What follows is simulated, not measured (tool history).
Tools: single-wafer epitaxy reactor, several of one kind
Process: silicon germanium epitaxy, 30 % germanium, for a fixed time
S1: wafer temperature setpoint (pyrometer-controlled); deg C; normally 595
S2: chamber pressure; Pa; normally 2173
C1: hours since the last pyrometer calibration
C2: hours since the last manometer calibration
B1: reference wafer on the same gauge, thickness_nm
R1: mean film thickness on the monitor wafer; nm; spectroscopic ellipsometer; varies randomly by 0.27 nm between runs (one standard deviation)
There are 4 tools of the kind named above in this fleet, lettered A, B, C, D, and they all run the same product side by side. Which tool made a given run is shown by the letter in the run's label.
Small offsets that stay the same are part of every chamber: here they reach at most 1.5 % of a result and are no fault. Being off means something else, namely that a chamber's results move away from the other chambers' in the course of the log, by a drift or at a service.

run 1A hour=6.6 | S1=595 S2=2173 | C1=1632.8 C2=564.8 | B1=42.771 | R1=49.514
run 2D hour=10.8 | S1=595 S2=2173 | C1=437.9 C2=682.6 | B1=42.635 | R1=49.754
run 3C hour=16.7 | S1=595 S2=2173 | C1=496.6 C2=529.6 | B1=42.684 | R1=49.239
run 4B hour=21.9 | S1=595 S2=2173 | C1=325.9 C2=2162.6 | B1=42.658 | R1=50.227
run 5A hour=27 | S1=595 S2=2173 | C1=1653.2 C2=585.2 | B1=42.655 | R1=50.132
run 6B hour=33.1 | S1=595 S2=2173 | C1=337.1 C2=2173.8 | B1=42.71 | R1=50.385
run 7D hour=38.1 | S1=595 S2=2173 | C1=465.2 C2=709.9 | B1=42.731 | R1=50.576
run 8C hour=43.6 | S1=595 S2=2173 | C1=523.5 C2=556.5 | B1=42.746 | R1=49.462
run 9A hour=47.1 | S1=595 S2=2173 | C1=1673.3 C2=605.3 | B1=42.666 | R1=49.932
run 10C hour=50.5 | S1=604 S2=2173 | C1=530.4 C2=563.4 | B1=42.634 | R1=58.708
run 11B hour=57.6 | S1=604 S2=2173 | C1=361.6 C2=2198.3 | B1=42.624 | R1=59.533
run 12D hour=64.2 | S1=604 S2=2173 | C1=491.3 C2=736 | B1=42.718 | R1=59.2
run 13A hour=68.3 | S1=604 S2=2173 | C1=1694.5 C2=626.5 | B1=42.716 | R1=59.613
run 14D hour=72.9 | S1=595 S2=2173 | C1=500 C2=744.7 | B1=42.715 | R1=49.927
run 15B hour=78.2 | S1=595 S2=2413 | C1=382.2 C2=2218.9 | B1=42.698 | R1=52.058
run 16C hour=82.7 | S1=595 S2=2413 | C1=562.6 C2=595.6 | B1=42.719 | R1=51.252
run 17A hour=87.2 | S1=595 S2=2413 | C1=1713.4 C2=645.4 | B1=42.724 | R1=52.948
run 18B hour=91.5 | S1=595 S2=2413 | C1=395.5 C2=2232.2 | B1=42.671 | R1=52.067
run 19C hour=96.4 | S1=595 S2=2173 | C1=576.3 C2=609.3 | B1=42.626 | R1=49.915
run 20D hour=101.2 | S1=595 S2=2173 | C1=528.3 C2=773 | B1=42.718 | R1=50.052
run 21D hour=108.3 | S1=595 S2=2173 | C1=535.4 C2=780.1 | B1=42.72 | R1=50.023
run 22C hour=113.9 | S1=595 S2=2173 | C1=593.8 C2=626.8 | B1=42.718 | R1=49.872
run 23A hour=120.4 | S1=595 S2=2173 | C1=1746.6 C2=678.6 | B1=42.654 | R1=50.852
run 24B hour=126.9 | S1=595 S2=2173 | C1=430.9 C2=2267.6 | B1=42.703 | R1=49.979
run 25C hour=131.1 | S1=595 S2=2173 | C1=611 C2=644 | B1=42.652 | R1=50.044
run 26A hour=134.9 | S1=595 S2=2173 | C1=1761.1 C2=693.1 | B1=42.725 | R1=51.224
run 27B hour=142.5 | S1=595 S2=2173 | C1=446.5 C2=2283.2 | B1=42.7 | R1=49.706
run 28D hour=148.1 | S1=595 S2=2173 | C1=575.2 C2=819.9 | B1=42.709 | R1=49.826
run 29B hour=153.9 | S1=595 S2=2173 | C1=457.9 C2=2294.6 | B1=42.709 | R1=49.496
run 30D hour=160.5 | S1=595 S2=2173 | C1=587.6 C2=832.3 | B1=42.722 | R1=50.224
run 31C hour=165.7 | S1=595 S2=2173 | C1=645.6 C2=678.6 | B1=42.69 | R1=49.429

Is one chamber off against the others, does the gauge drift, or is nothing wrong? If a chamber is off, say which, and what the likeliest cause is.

Chamber A drifts away from the others.
What lies behind it: wafer temperature above the value expected at the setpoint (K) = 2.09.

Which of the 4 candidates below, each the usual settings with something changed and its results left as question marks, puts chamber A back in line with what the other chambers give on the usual settings?
A result is in line if it is within this distance of the other chambers' mean on the usual settings: R1 0.94 nm
run 32A-1 hour=171.2 | S1=592 S2=2133 | R1=?
run 32A-2 hour=171.2 | S1=595 S2=2546 | R1=?
run 32A-3 hour=171.2 | S1=593 S2=2146 | R1=?
run 32A-4 hour=171.2 | S1=597 S2=2200 | R1=?

Usual-settings mean across the other chambers: R1 49.919 nm
run=32A-1 R1=48.537
run=32A-2 R1=55.035
run=32A-3 R1=49.558
run=32A-4 R1=53.833
The right change is 32A-3: it brings the chamber back within the allowed miss of the others.
